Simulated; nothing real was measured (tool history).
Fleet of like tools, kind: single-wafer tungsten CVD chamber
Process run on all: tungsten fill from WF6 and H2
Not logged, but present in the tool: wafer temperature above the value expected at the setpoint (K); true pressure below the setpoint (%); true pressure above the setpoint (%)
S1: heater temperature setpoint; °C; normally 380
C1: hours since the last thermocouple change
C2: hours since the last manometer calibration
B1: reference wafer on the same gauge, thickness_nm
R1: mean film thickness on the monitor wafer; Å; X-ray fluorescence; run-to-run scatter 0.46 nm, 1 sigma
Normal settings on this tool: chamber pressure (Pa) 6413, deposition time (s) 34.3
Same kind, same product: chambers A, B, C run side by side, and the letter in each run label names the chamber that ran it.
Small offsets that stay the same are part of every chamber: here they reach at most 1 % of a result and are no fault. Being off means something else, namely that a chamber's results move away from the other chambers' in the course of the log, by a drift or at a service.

Run 1C, hour 6.5: usual settings; C1 683.7; C2 115.4; B1 77.895. Result: R1 840.92 Å.
Run 2B, hour 13.2: usual settings; C1 1195.8; C2 803.5; B1 77.699. Result: R1 846.31 Å.
Run 3A, hour 18.6: usual settings; C1 896.6; C2 1676.4; B1 77.856. Result: R1 841.63 Å.
Run 4B, hour 25.6: usual settings; C1 1208.2; C2 815.9; B1 77.81. Result: R1 848.59 Å.
Run 5C, hour 33.5: usual settings; C1 710.7; C2 142.4; B1 77.789. Result: R1 844.65 Å.
Run 6A, hour 38.9: usual settings; C1 916.9; C2 1696.7; B1 77.806. Result: R1 840.02 Å.
Run 7A, hour 46.3: usual settings but S1 388 °C, deposition time (s) 27.7; C1 924.3; C2 1704.1; B1 77.812. Result: R1 793.04 Å.
Run 8B, hour 57.8: usual settings but S1 388 °C, deposition time (s) 27.7; C1 1240.4; C2 848.1; B1 77.76. Result: R1 806.04 Å.
Run 9C, hour 64.7: usual settings but S1 388 °C, deposition time (s) 27.7; C1 741.9; C2 173.6; B1 77.893. Result: R1 793.66 Å.
Run 10A, hour 75.3: usual settings; C1 953.3; C2 1733.1; B1 77.814. Result: R1 849.17 Å.
Run 11C, hour 83.9: usual settings; C1 761.1; C2 192.8; B1 77.832. Result: R1 837.52 Å.
Run 12B, hour 94.2: usual settings but S1 369 °C; C1 1276.8; C2 884.5; B1 77.806. Result: R1 674.14 Å.
Run 13C, hour 101.4: usual settings but S1 369 °C; C1 778.6; C2 210.3; B1 77.665. Result: R1 667.48 Å.
Run 14A, hour 112.2: usual settings but S1 369 °C; C1 990.2; C2 1770; B1 77.843. Result: R1 683.02 Å.
Run 15B, hour 120.9: usual settings; C1 1303.5; C2 911.2; B1 77.854. Result: R1 855.89 Å.
Run 16C, hour 129.3: usual settings but chamber pressure (Pa) 5773; C1 806.5; C2 238.2; B1 77.7. Result: R1 812.38 Å.
Run 17A, hour 138.4: usual settings but chamber pressure (Pa) 5773; C1 1016.4; C2 1796.2; B1 77.736. Result: R1 803.44 Å.
Run 18B, hour 144.2: usual settings but chamber pressure (Pa) 5773; C1 1326.8; C2 934.5; B1 77.728. Result: R1 809.69 Å.
Run 19A, hour 150: usual settings; C1 1028; C2 1807.8; B1 77.778. Result: R1 843.94 Å.
At hour 157.4: chamber A: capacitance manometer re-zeroed and calibrated.
Run 20C, hour 159: usual settings; C1 836.2; C2 267.9; B1 77.755. Result: R1 855.07 Å.
Run 21B, hour 169.2: usual settings; C1 1351.8; C2 959.5; B1 77.78. Result: R1 851.35 Å.
Run 22C, hour 174.5: usual settings but S1 392 °C, chamber pressure (Pa) 7719; C1 851.7; C2 283.4; B1 77.757. Result: R1 1193.6 Å.
Run 23A, hour 182.1: usual settings but S1 392 °C, chamber pressure (Pa) 7719; C1 1060.1; C2 24.7; B1 77.833. Result: R1 1166.9 Å.
Run 24B, hour 187.9: usual settings but S1 392 °C, chamber pressure (Pa) 7719; C1 1370.5; C2 978.2; B1 77.771. Result: R1 1169.1 Å.
Run 25C, hour 193.5: usual settings; C1 870.7; C2 302.4; B1 77.864. Result: R1 874.32 Å.
Run 26B, hour 201.1: usual settings; C1 1383.7; C2 991.4; B1 77.779. Result: R1 845.86 Å.
Run 27A, hour 211.4: usual settings; C1 1089.4; C2 54; B1 77.715. Result: R1 845.5 Å.
Run 28B, hour 216.5: usual settings; C1 1399.1; C2 1006.8; B1 77.842. Result: R1 851.86 Å.
Run 29C, hour 227: usual settings but S1 374 °C; C1 904.2; C2 335.9; B1 77.633. Result: R1 780.51 Å.
Run 30A, hour 234: usual settings but S1 374 °C; C1 1112; C2 76.6; B1 77.851. Result: R1 752.25 Å.
Run 31B, hour 239.7: usual settings but S1 374 °C; C1 1422.3; C2 1030; B1 77.775. Result: R1 755.97 Å.

Is one chamber off against the others, does the gauge drift, or is nothing wrong? If a chamber is off, say which, and what the likeliest cause is.

Chamber C drifts away from the others.
Cause: wafer temperature above the value expected at the setpoint (K) = 2.82.

Chamber C could run next with any of the 4 candidate recipes listed below; each alters the usual settings, and their results appear as question marks. Which one brings its results back in line with what the other chambers deliver on the usual settings?
Allowed miss from the other chambers' usual-settings mean, per result, to count as in line: R1 16 Å
Run 32C-1, hour 248.1: usual settings but deposition time (s) 33.9. Result: R1 ?.
Run 32C-2, hour 248.1: usual settings but chamber pressure (Pa) 6586. Result: R1 ?.
Run 32C-3, hour 248.1: usual settings but chamber pressure (Pa) 6253, deposition time (s) 33.1. Result: R1 ?.
Run 32C-4, hour 248.1: usual settings but S1 382 °C, chamber pressure (Pa) 6493. Result: R1 ?.

Other chambers, usual settings, mean: R1 848.61 Å
  run      R1
32C-1  878.75
32C-2  900.03
32C-3  848.12
32C-4  930.55
The answer is 32C-3, which returns the chamber to within the allowed miss of the others.
